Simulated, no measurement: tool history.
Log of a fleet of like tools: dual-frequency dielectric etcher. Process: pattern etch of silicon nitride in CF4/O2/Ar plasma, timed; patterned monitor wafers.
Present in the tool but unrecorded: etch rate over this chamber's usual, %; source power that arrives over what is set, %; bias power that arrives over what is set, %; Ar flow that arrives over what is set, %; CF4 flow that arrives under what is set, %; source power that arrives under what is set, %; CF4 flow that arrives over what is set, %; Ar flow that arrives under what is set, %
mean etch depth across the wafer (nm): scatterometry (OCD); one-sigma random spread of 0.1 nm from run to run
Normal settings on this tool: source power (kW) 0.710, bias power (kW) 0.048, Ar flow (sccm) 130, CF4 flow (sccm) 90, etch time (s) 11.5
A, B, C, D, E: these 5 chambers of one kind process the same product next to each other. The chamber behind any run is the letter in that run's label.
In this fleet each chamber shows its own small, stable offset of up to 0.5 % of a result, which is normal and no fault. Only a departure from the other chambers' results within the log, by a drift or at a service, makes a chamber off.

run   hour  source power (kW)  bias power (kW)  Ar flow (sccm)  CF4 flow (sccm)  etch time (s)  hours since the last wet clean  hours since the last source power generator calibration  hours since the last bias power generator calibration  hours since the last Ar flow controller change  hours since the last CF4 flow controller change  read-back reference wafer on the same gauge, depth_nm  mean etch depth across the wafer (nm)
 1A    3.8              0.710            0.048             130               90           11.5                           628.4                                                   1882.1                                                 1325.0                                          1658.4                                            765.4                                                 29.809                                 27.664
 2D    8.1              0.710            0.048             130               90           11.5                           306.2                                                    958.6                                                 1078.0                                          1170.9                                           2484.0                                                 29.806                                 27.642
 3E   10.4              0.710            0.048             130               90           11.5                           131.4                                                   1661.6                                                  585.3                                            12.6                                           2756.1                                                 29.795                                 27.885
 4C   13.9              0.710            0.048             130               90           11.5                            47.6                                                   2677.6                                                  584.4                                          1485.1                                           1485.4                                                 29.776                                 27.724
 5B   15.9              0.710            0.048             130               90           11.5                           287.8                                                    565.4                                                 1540.3                                          1707.5                                            369.8                                                 29.783                                 27.930
 6E   18.9              0.630            0.048             130               90            8.5                           139.9                                                   1670.1                                                  593.8                                            21.1                                           2764.6                                                 29.800                                 18.541
 7D   22.7              0.630            0.048             130               90            8.5                           320.8                                                    973.2                                                 1092.6                                          1185.5                                           2498.6                                                 29.792                                 18.531
 8A   26.0              0.630            0.048             130               90            8.5                           650.6                                                   1904.3                                                 1347.2                                          1680.6                                            787.6                                                 29.815                                 18.438
 9C   28.4              0.630            0.048             130               90            8.5                            62.1                                                   2692.1                                                  598.9                                          1499.6                                           1499.9                                                 29.787                                 18.604
      31.1  -- chamber A: wet clean of the chamber
10B   32.5              0.630            0.048             130               90            8.5                           304.4                                                    582.0                                                 1556.9                                          1724.1                                            386.4                                                 29.802                                 18.581
11B   36.7              0.710            0.048             130               90           11.5                           308.6                                                    586.2                                                 1561.1                                          1728.3                                            390.6                                                 29.816                                 28.052
12E   39.3              0.710            0.048             130               90           11.5                           160.3                                                   1690.5                                                  614.2                                            41.5                                           2785.0                                                 29.816                                 27.762
13A   42.9              0.710            0.048             130               90           11.5                            11.9                                                   1921.2                                                 1364.1                                          1697.5                                            804.5                                                 29.791                                 27.750
14C   45.4              0.710            0.048             130               90           11.5                            79.1                                                   2709.1                                                  615.9                                          1516.6                                           1516.9                                                 29.805                                 27.674
15D   49.0              0.710            0.048             130               90           11.5                           347.1                                                    999.5                                                 1118.9                                          1211.8                                           2524.9                                                 29.787                                 27.827
16B   52.1              0.710            0.048             130               90           11.5                           324.0                                                    601.6                                                 1576.5                                          1743.7                                            406.0                                                 29.797                                 27.907
17D   56.0              0.710            0.048             130               90           11.5                           354.1                                                   1006.5                                                 1125.9                                          1218.8                                           2531.9                                                 29.811                                 27.668
18A   59.4              0.710            0.048             130               90           11.5                            28.4                                                   1937.7                                                 1380.6                                          1714.0                                            821.0                                                 29.784                                 27.998
19E   63.7              0.710            0.048             130               90           11.5                           184.7                                                   1714.9                                                  638.6                                            65.9                                           2809.4                                                 29.781                                 27.705
20C   66.9              0.710            0.048             130               90           11.5                           100.6                                                   2730.6                                                  637.4                                          1538.1                                           1538.4                                                 29.797                                 27.791
21B   70.0              0.820            0.048             130               71           11.5                           341.9                                                    619.5                                                 1594.4                                          1761.6                                            423.9                                                 29.782                                 30.403
22E   71.9              0.820            0.048             130               71           11.5                           192.9                                                   1723.1                                                  646.8                                            74.1                                           2817.6                                                 29.818                                 30.518
23C   75.5              0.820            0.048             130               71           11.5                           109.2                                                   2739.2                                                  646.0                                          1546.7                                           1547.0                                                 29.784                                 30.319
24A   77.4              0.820            0.048             130               71           11.5                            46.4                                                   1955.7                                                 1398.6                                          1732.0                                            839.0                                                 29.809                                 30.227
25D   81.1              0.820            0.048             130               71           11.5                           379.2                                                   1031.6                                                 1151.0                                          1243.9                                           2557.0                                                 29.779                                 30.427
26B   85.0              0.710            0.057             130               90           11.5                           356.9                                                    634.5                                                 1609.4                                          1776.6                                            438.9                                                 29.810                                 29.855
27D   89.3              0.710            0.057             130               90           11.5                           387.4                                                   1039.8                                                 1159.2                                          1252.1                                           2565.2                                                 29.802                                 29.574
28A   93.5              0.710            0.057             130               90           11.5                            62.5                                                   1971.8                                                 1414.7                                          1748.1                                            855.1                                                 29.770                                 29.822
29E   96.6              0.710            0.057             130               90           11.5                           217.6                                                   1747.8                                                  671.5                                            98.8                                           2842.3                                                 29.790                                 29.664
30C   99.5              0.710            0.057             130               90           11.5                           133.2                                                   2763.2                                                  670.0                                          1570.7                                           1571.0                                                 29.796                                 29.589
31D  101.3              0.710            0.048             130               90           11.5                           399.4                                                   1051.8                                                 1171.2                                          1264.1                                           2577.2                                                 29.805                                 27.917

The same settings go to every chamber for the next run, one line per chamber below. Forecast the results for each:
32A  104.5              0.710            0.048             130               90           11.5                                                                                                                                                                                                                                                                                                                                              ?
32B  104.5              0.710            0.048             130               90           11.5                                                                                                                                                                                                                                                                                                                                              ?
32C  104.5              0.710            0.048             130               90           11.5                                                                                                                                                                                                                                                                                                                                              ?
32D  104.5              0.710            0.048             130               90           11.5                                                                                                                                                                                                                                                                                                                                              ?
32E  104.5              0.710            0.048             130               90           11.5                                                                                                                                                                                                                                                                                                                                              ?

run  mean etch depth across the wafer (nm)
32A                                 27.844
32B                                 27.724
32C                                 27.822
32D                                 27.851
32E                                 27.772
